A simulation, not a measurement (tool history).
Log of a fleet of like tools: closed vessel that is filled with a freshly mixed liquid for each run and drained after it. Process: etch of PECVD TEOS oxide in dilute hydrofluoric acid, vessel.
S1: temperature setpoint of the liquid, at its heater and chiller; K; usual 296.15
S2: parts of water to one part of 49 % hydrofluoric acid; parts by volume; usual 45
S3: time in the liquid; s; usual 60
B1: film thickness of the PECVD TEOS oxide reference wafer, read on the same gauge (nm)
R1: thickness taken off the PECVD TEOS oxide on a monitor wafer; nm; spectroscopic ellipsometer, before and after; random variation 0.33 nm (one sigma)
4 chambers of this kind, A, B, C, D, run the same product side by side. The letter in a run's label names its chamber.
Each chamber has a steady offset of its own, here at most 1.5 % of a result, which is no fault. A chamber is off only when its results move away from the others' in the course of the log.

run	day	S1	S2	S3	B1	R1
1C	0.188	296.15	45	60	59.98	33.236
2A	0.412	296.15	45	60	59.997	32.305
3D	0.638	296.15	45	60	59.992	33.116
4B	0.904	296.15	45	60	60.009	33.821
5C	1.183	296.15	45	60	59.991	32.889
6D	1.5	296.15	45	60	60.003	33.029
7B	1.833	296.15	45	60	59.983	33.167
8A	2.2	296.15	45	60	59.99	32.348
9D	2.446	296.15	45	60	60.004	33.324
10A	2.796	296.15	45	60	59.992	32.541
11C	3.042	296.15	45	60	60.009	32.875
# day 3.1: chamber C: hydrofluoric acid flow meter replaced
12B	3.371	296.15	45	60	59.996	32.778
# day 3.596: chamber B: thermometer replaced
13C	3.642	296.15	45	60	59.999	33.256
14B	3.975	296.15	45	60	60.006	33.201
15A	4.292	296.15	45	60	59.991	32.302
16D	4.658	296.15	45	60	59.991	32.009
17B	4.979	296.15	45	60	59.997	33.457
18D	5.258	296.15	45	60	60.023	31.771
19A	5.642	296.15	45	60	59.993	32.221
20C	6.008	296.15	45	60	60	32.719
21D	6.246	296.15	45	60	59.996	31.092
22B	6.554	296.15	45	60	59.991	33.421
23C	6.929	296.15	45	60	60.009	32.935
24A	7.279	296.15	45	60	60.001	32.041
25B	7.521	296.15	45	60	60.005	33.082
26D	7.746	296.15	45	60	59.991	29.891
27C	7.992	296.15	45	60	59.991	33.347
28A	8.167	296.15	50	75	60.003	36.083
29B	8.462	296.15	50	75	59.987	37.463
30A	8.675	296.15	50	75	60.018	36.289
31C	8.888	296.15	50	75	59.997	36.491

All 4 chambers run these settings next. Forecast each chamber's results:
32A	9.162	296.15	45	45		?
32B	9.162	296.15	45	45		?
32C	9.162	296.15	45	45		?
32D	9.162	296.15	45	45		?

run	R1
32A	24.446
32B	25.425
32C	24.893
32D	21.914
